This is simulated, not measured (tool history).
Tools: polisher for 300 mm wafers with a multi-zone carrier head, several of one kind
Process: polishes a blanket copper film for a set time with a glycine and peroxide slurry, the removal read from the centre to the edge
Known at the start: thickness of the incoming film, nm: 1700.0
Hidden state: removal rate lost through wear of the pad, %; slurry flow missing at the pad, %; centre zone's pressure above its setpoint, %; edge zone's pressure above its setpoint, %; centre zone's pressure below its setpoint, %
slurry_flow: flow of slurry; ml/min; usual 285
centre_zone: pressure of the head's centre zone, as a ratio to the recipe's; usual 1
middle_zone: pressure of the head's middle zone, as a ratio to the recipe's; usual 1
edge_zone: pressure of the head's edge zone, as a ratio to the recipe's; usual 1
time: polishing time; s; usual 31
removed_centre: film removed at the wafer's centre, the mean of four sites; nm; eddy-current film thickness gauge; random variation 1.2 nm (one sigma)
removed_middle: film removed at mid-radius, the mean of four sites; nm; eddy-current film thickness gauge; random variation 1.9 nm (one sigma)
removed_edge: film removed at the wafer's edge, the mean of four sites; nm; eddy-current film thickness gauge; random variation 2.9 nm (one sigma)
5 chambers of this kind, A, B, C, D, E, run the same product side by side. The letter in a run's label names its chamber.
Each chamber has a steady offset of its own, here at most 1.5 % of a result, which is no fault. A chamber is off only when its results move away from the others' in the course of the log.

run,hour,slurry_flow,centre_zone,middle_zone,edge_zone,time,wafers polished on this pad,hours since the slurry nozzle was cleaned,hours since the centre zone pressure was calibrated,hours since the edge zone pressure was calibrated,removed_centre,removed_middle,removed_edge
1C,6.6,285,1,1,1,31,559,466.9,679.2,155.5,196.37,195.81,199.84
# hour 9.5: chamber B: worn pad replaced by a new one
2A,14,285,1,1,1,31,243,135.8,447.1,1199.6,198.54,199.23,193.8
3B,22.1,285,1,1,1,31,182,120.8,497.4,451.3,198.03,194.12,194.75
4E,30.3,285,1,1,1,31,538,116.8,348.7,739.4,196.06,198.65,201.05
# hour 30.7: chamber D: worn pad replaced by a new one
# hour 32.4: chamber B: centre zone pressure recalibrated
5D,39.2,340,1,1,1,41,123,123.7,385.4,613.7,267.11,263.06,268.82
# hour 48: chamber A: worn pad replaced by a new one
6C,48.1,340,1,1,1,41,1156,508.4,720.7,197,265.42,266.93,263.04
7A,55.7,340,1,1,1,41,111,177.5,488.8,1241.3,268.44,266.3,261.47
# hour 59.6: chamber E: worn pad replaced by a new one
8D,63,340,1,1,1,41,465,147.5,409.2,637.5,264.71,261.62,271.32
9B,71.2,340,1,1,1,41,888,169.9,38.8,500.4,262.91,262.07,259.66
# hour 73.3: chamber B: worn pad replaced by a new one
10E,75.7,285,1,1,1,31,232,162.2,394.1,784.8,196.38,199.39,202.77
# hour 78.4: chamber C: worn pad replaced by a new one
11E,82.1,285,1,1,1,31,324,168.6,400.5,791.2,196.4,197.71,190.38
# hour 84.5: chamber D: worn pad replaced by a new one
# hour 85.1: chamber A: edge zone pressure recalibrated
12B,89.6,285,1,1,1,31,235,188.3,57.2,518.8,194.99,196.24,199.43
# hour 96.1: chamber D: centre zone pressure recalibrated
13D,98.5,285,1,1,1,31,202,183,2.4,673,186.81,195.07,202.67
# hour 107.1: chamber A: worn pad replaced by a new one
14C,107.2,285,1,1,1,31,414,567.5,779.8,256.1,195.11,196,194.45
15A,114.6,285,1,1,1,31,108,236.4,547.7,29.5,196.93,198.13,198.44
16A,121.3,285,1,1,1,31,205,243.1,554.4,36.2,198.16,198.43,194.84
# hour 127.6: chamber B: worn pad replaced by a new one
17B,128.4,285,1,1,1,31,11,227.1,96,557.6,197.88,197.52,197.9
18C,134.9,285,1,1,1,31,813,595.2,807.5,283.8,194.84,196.52,197.45
19E,140.9,285,1,1,1,31,1170,227.4,459.3,850,196.47,198.16,196.82
# hour 143.3: chamber E: worn pad replaced by a new one
# hour 147.6: chamber D: worn pad replaced by a new one
20D,149.8,285,1,1,1,31,32,234.3,53.7,724.3,186.99,196.12,202.27
21E,154.5,285,1,1,1,31,161,241,472.9,863.6,195.64,198.69,199.06
# hour 159.2: chamber C: centre zone pressure recalibrated
22D,159.2,285,1,1,1,31,167,243.7,63.1,733.7,185.58,196.79,200.51
# hour 162.1: chamber A: worn pad replaced by a new one
23A,164.5,285,1,1,1,31,34,286.3,597.6,79.4,198.2,200.48,204.66
# hour 166.1: chamber B: slurry nozzle cleaned
# hour 170.1: chamber A: slurry nozzle cleaned
# hour 171.4: chamber C: worn pad replaced by a new one
24C,173.4,285,1,1,1,31,29,633.7,14.3,322.3,195.81,194.85,193.93
25B,180.1,285,1,1,1,31,755,14,147.7,609.3,196.14,195.61,197.57
# hour 180.2: chamber B: worn pad replaced by a new one
26B,187.5,285,1.1,1,1.08,31,106,21.4,155.1,616.7,220.11,194.38,212.17
# hour 196.1: chamber D: slurry nozzle cleaned
27D,196.2,285,1.1,1,1.08,31,699,0.1,100.1,770.7,208.59,201.06,205.26
28E,200.8,285,1.1,1,1.08,31,827,287.3,519.2,909.9,217.2,193.64,209.58
29C,207.4,285,1.1,1,1.08,31,518,667.7,48.3,356.3,216.05,197.72,209.77
# hour 209.6: chamber D: worn pad replaced by a new one
# hour 210.2: chamber E: worn pad replaced by a new one
30A,214.3,285,1.1,1,1.08,31,751,44.3,647.4,129.2,220.49,199.33,203.99
31D,219.1,285,1,1,1,31,137,23,123,793.6,185.91,197.41,194.23
# hour 219.7: chamber A: worn pad replaced by a new one
# hour 221.2: chamber C: edge zone pressure recalibrated
32C,225.5,285,1,1,1,31,778,685.8,66.4,4.4,197.03,202.67,199.89
# hour 230: chamber B: worn pad replaced by a new one
33E,230.6,285,1,1,1,31,294,317.1,549,939.7,198.55,196.4,199.98
34B,236,285,1,1,1,31,87,69.9,203.6,665.2,198.03,194.77,198.33
35A,244.4,285,1,1,1,31,355,74.4,677.5,159.3,199.33,194.79,190.61
36C,250.3,285,1,1,1,31,1135,710.6,91.2,29.2,195.79,199.56,194.44
# hour 258.9: chamber D: worn pad replaced by a new one
37B,259.3,285,1,1,1,31,422,93.2,226.9,688.5,196.47,190.99,200.24
38E,265.4,285,1,1,1,31,794,351.9,583.8,974.5,195.1,196.78,196.3
# hour 270: chamber A: worn pad replaced by a new one
39A,272.9,285,1,1,1,31,42,102.9,706,187.8,198.57,196.22,200.92
40D,280.2,285,1,1,1,31,307,84.1,184.1,854.7,186.12,193.24,199.03
41D,285.5,375,1,1,1,31,384,89.4,189.4,860,191.53,201.84,200.81

All 5 chambers run these settings next. Forecast each chamber's results:
42A,292,285,0.94,1,1,31,,,,,?,?,?
42B,292,285,0.94,1,1,31,,,,,?,?,?
42C,292,285,0.94,1,1,31,,,,,?,?,?
42D,292,285,0.94,1,1,31,,,,,?,?,?
42E,292,285,0.94,1,1,31,,,,,?,?,?

run,removed_centre,removed_middle,removed_edge
42A,187.29,197.08,194.18
42B,184.69,194.69,199.15
42C,183.43,197.26,199.86
42D,175.85,198.14,201.88
42E,183.56,200.02,193.25
